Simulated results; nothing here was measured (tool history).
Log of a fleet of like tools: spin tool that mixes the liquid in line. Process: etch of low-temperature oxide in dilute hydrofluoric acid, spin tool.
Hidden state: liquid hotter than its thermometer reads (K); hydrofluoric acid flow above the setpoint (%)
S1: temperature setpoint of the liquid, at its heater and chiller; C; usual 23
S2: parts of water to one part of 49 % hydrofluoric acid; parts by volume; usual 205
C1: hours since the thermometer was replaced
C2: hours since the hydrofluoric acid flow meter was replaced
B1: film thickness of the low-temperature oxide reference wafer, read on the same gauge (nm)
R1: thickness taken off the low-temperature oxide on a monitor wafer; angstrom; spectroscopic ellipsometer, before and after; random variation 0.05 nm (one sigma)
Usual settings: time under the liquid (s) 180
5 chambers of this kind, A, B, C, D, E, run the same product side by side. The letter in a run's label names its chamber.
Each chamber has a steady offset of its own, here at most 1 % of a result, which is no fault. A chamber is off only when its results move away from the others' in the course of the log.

Run 1B, hour 3.8: usual settings; C1 520.2; C2 652.1; B1 69.958. Result: R1 118.39 angstrom.
Run 2A, hour 8.5: usual settings; C1 252.2; C2 385; B1 69.979. Result: R1 117.42 angstrom.
Run 3E, hour 13.6: usual settings; C1 746.7; C2 366.5; B1 70.06. Result: R1 118.67 angstrom.
Run 4C, hour 18.2: usual settings; C1 2296.2; C2 690.7; B1 69.988. Result: R1 119.28 angstrom.
At hour 18.3: chamber C: hydrofluoric acid flow meter replaced.
Run 5D, hour 20.6: usual settings; C1 780; C2 1644.5; B1 70.018. Result: R1 118.2 angstrom.
Run 6E, hour 24.4: usual settings; C1 757.5; C2 377.3; B1 70.004. Result: R1 119.54 angstrom.
Run 7A, hour 26.9: usual settings; C1 270.6; C2 403.4; B1 69.982. Result: R1 118.49 angstrom.
Run 8B, hour 29.3: usual settings; C1 545.7; C2 677.6; B1 70.002. Result: R1 117.58 angstrom.
Run 9C, hour 32.2: usual settings; C1 2310.2; C2 13.9; B1 70.016. Result: R1 118.84 angstrom.
Run 10D, hour 36: usual settings; C1 795.4; C2 1659.9; B1 69.997. Result: R1 119.39 angstrom.
Run 11E, hour 40.1: usual settings; C1 773.2; C2 393; B1 69.976. Result: R1 119.22 angstrom.
Run 12C, hour 44.6: usual settings; C1 2322.6; C2 26.3; B1 69.981. Result: R1 118.33 angstrom.
Run 13D, hour 49.5: usual settings; C1 808.9; C2 1673.4; B1 69.999. Result: R1 117.69 angstrom.
Run 14B, hour 54.1: usual settings; C1 570.5; C2 702.4; B1 70.017. Result: R1 116.91 angstrom.
Run 15A, hour 58.6: usual settings; C1 302.3; C2 435.1; B1 70.002. Result: R1 118.42 angstrom.
Run 16D, hour 61.2: usual settings but S1 24.5 C, S2 165 parts by volume; C1 820.6; C2 1685.1; B1 69.964. Result: R1 161.72 angstrom.
Run 17E, hour 64.5: usual settings but S1 24.5 C, S2 165 parts by volume; C1 797.6; C2 417.4; B1 70.024. Result: R1 164.77 angstrom.
Run 18C, hour 69.1: usual settings but S1 24.5 C, S2 165 parts by volume; C1 2347.1; C2 50.8; B1 69.996. Result: R1 163.33 angstrom.
Run 19A, hour 71.9: usual settings but S1 24.5 C, S2 165 parts by volume; C1 315.6; C2 448.4; B1 70.028. Result: R1 164.03 angstrom.
Run 20B, hour 76.7: usual settings but S1 24.5 C, S2 165 parts by volume; C1 593.1; C2 725; B1 70.018. Result: R1 160.86 angstrom.
At hour 77.1: chamber C: thermometer replaced.
Run 21D, hour 79.7: usual settings; C1 839.1; C2 1703.6; B1 70.026. Result: R1 118.75 angstrom.
Run 22B, hour 84.6: usual settings; C1 601; C2 732.9; B1 70.016. Result: R1 118.19 angstrom.
Run 23C, hour 89.6: usual settings; C1 12.5; C2 71.3; B1 69.996. Result: R1 118.36 angstrom.
Run 24A, hour 93.6: usual settings; C1 337.3; C2 470.1; B1 69.969. Result: R1 118.97 angstrom.
Run 25E, hour 96.3: usual settings; C1 829.4; C2 449.2; B1 69.989. Result: R1 119.03 angstrom.
Run 26A, hour 101: usual settings but S2 110 parts by volume; C1 344.7; C2 477.5; B1 70.034. Result: R1 248.58 angstrom.
Run 27B, hour 103.5: usual settings but S2 110 parts by volume; C1 619.9; C2 751.8; B1 69.987. Result: R1 242.43 angstrom.
Run 28E, hour 106.6: usual settings but S2 110 parts by volume; C1 839.7; C2 459.5; B1 70.004. Result: R1 249.08 angstrom.
Run 29C, hour 109.3: usual settings but S2 110 parts by volume; C1 32.2; C2 91; B1 69.984. Result: R1 250.35 angstrom.
Run 30D, hour 111.8: usual settings but S2 110 parts by volume; C1 871.2; C2 1735.7; B1 70.011. Result: R1 242.05 angstrom.
Run 31B, hour 114.6: usual settings but S2 250 parts by volume, time under the liquid (s) 135; C1 631; C2 762.9; B1 69.992. Result: R1 68.755 angstrom.
Run 32C, hour 118.9: usual settings but S2 250 parts by volume, time under the liquid (s) 135; C1 41.8; C2 100.6; B1 70.025. Result: R1 69.43 angstrom.
Run 33A, hour 122.4: usual settings but S2 250 parts by volume, time under the liquid (s) 135; C1 366.1; C2 498.9; B1 70.008. Result: R1 70.951 angstrom.
Run 34D, hour 126.3: usual settings but S2 250 parts by volume, time under the liquid (s) 135; C1 885.7; C2 1750.2; B1 70.015. Result: R1 70.047 angstrom.

All 5 chambers run these settings next. Forecast each chamber's results:
Run 35A, hour 130.1: usual settings but S1 19.5 C. Result: R1 ?.
Run 35B, hour 130.1: usual settings but S1 19.5 C. Result: R1 ?.
Run 35C, hour 130.1: usual settings but S1 19.5 C. Result: R1 ?.
Run 35D, hour 130.1: usual settings but S1 19.5 C. Result: R1 ?.
Run 35E, hour 130.1: usual settings but S1 19.5 C. Result: R1 ?.

run      R1
35A   105.9
35B  103.02
35C  103.94
35D   103.7
35E  104.12
